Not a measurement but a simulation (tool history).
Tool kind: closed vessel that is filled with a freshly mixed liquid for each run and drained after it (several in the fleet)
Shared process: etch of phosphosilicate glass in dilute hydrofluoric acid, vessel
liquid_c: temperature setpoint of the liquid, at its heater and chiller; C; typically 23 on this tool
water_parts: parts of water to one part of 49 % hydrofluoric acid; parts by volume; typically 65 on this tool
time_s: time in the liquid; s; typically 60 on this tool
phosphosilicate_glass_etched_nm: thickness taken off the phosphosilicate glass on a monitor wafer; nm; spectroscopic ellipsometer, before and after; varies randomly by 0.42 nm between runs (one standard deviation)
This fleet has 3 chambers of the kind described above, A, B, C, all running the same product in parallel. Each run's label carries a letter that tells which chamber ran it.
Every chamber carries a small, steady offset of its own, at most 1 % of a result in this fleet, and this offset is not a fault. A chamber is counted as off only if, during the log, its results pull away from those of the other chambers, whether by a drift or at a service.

run    day  liquid_c  water_parts  time_s  hours since the thermometer was replaced  hours since the hydrofluoric acid flow meter was replaced  read-back film thickness of the phosphosilicate glass reference wafer, read on the same gauge (nm)  phosphosilicate_glass_etched_nm
 1A  0.146        23           65      60                                    1881.1                                                     1182.7                                                                                               29.98                            70.64
 2C  0.296        23           65      60                                     783.8                                                      657.2                                                                                              29.989                           72.697
 3B  0.521        23           65      60                                     986.7                                                     1083.2                                                                                              29.995                           71.876
 4A  0.696        23           65      60                                    1894.3                                                     1195.9                                                                                              29.997                           70.687
 5B  0.888        23           65      60                                     995.5                                                       1092                                                                                              29.981                           71.217
 6C  1.121        23           65      60                                     803.6                                                        677                                                                                              29.972                           72.186
 7B  1.229        23           65      60                                    1003.7                                                     1100.2                                                                                              29.999                           71.678
     1.317  -- chamber A: hydrofluoric acid flow meter replaced
 8C  1.467      21.5           65      60                                     811.9                                                      685.3                                                                                              30.015                            67.96
 9A  1.583      21.5           65      60                                    1915.6                                                        6.4                                                                                              30.027                           68.289
10C  1.704      21.5           65      60                                     817.6                                                        691                                                                                              30.035                           67.197
11B    1.9        23           65      60                                    1019.8                                                     1116.3                                                                                              30.028                           71.687
12A  2.025        23           65      60                                    1926.2                                                         17                                                                                              29.957                           72.617
13B  2.246        23           65      60                                    1028.1                                                     1124.6                                                                                              30.041                           71.306
14A  2.488        23           65      60                                    1937.3                                                       28.1                                                                                              29.994                           72.678
15C    2.6        23           65      60                                     839.1                                                      712.5                                                                                              30.026                           72.546
16A  2.746        23           65      60                                    1943.5                                                       34.3                                                                                              29.984                           72.702
17B  2.904        23           65      60                                    1043.9                                                     1140.4                                                                                              29.991                           71.608
18C  3.146        23           65      60                                     852.2                                                      725.6                                                                                              29.992                           72.942
19B    3.3        23           65      60                                    1053.4                                                     1149.9                                                                                              30.003                           71.482
20C  3.467        23           65      30                                     859.9                                                      733.3                                                                                              30.032                           36.301
21A  3.646        23           65      30                                    1965.1                                                       55.9                                                                                              30.021                           36.433
     3.662  -- chamber C: thermometer replaced
22B  3.762        23           65      30                                    1064.5                                                       1161                                                                                              30.003                           35.822
23C    3.9        23           65      60                                       5.7                                                      743.7                                                                                              30.008                           71.896
24A  4.088        23           65      60                                    1975.7                                                       66.5                                                                                              29.957                            72.98
25A  4.283        23           65      60                                    1980.4                                                       71.2                                                                                              29.985                           73.598
26B  4.442        23           65      60                                    1080.8                                                     1177.3                                                                                              29.982                           72.575
27C  4.558        23           65      60                                      21.5                                                      759.5                                                                                                  30                           72.492
28A  4.721        23           65      60                                    1990.9                                                       81.7                                                                                              29.976                           73.403
29C  4.938        23           65      60                                      30.6                                                      768.6                                                                                              29.962                           73.106
30B  5.071        23           65      60                                    1095.9                                                     1192.4                                                                                               30.01                           71.668
31C  5.175        23           65      60                                      36.3                                                      774.3                                                                                              30.008                           72.685
32A  5.325        23           65      60                                    2005.4                                                       96.2                                                                                              30.031                           74.044
33B  5.458        23           65      60                                    1105.2                                                     1201.7                                                                                              29.988                           72.007
34A  5.583        23           65      60                                    2011.6                                                      102.4                                                                                              29.988                           74.477
35B  5.808        23           65      60                                    1113.6                                                     1210.1                                                                                              30.009                           71.474
36C  5.946        23           65      60                                      54.8                                                      792.8                                                                                               29.99                           72.843
37A  6.162        23           65      60                                    2025.5                                                      116.3                                                                                              29.995                           75.243
38C  6.383        23           75      60                                      65.3                                                      803.3                                                                                              29.986                           62.321

Each of the 3 chambers runs these same settings next. Fill in every chamber's results:
39A  6.558        23           65      60                                                                                                                                                                                                                                         ?
39B  6.558        23           65      60                                                                                                                                                                                                                                         ?
39C  6.558        23           65      60                                                                                                                                                                                                                                         ?

run  phosphosilicate_glass_etched_nm
39A                           74.816
39B                           72.395
39C                           72.146
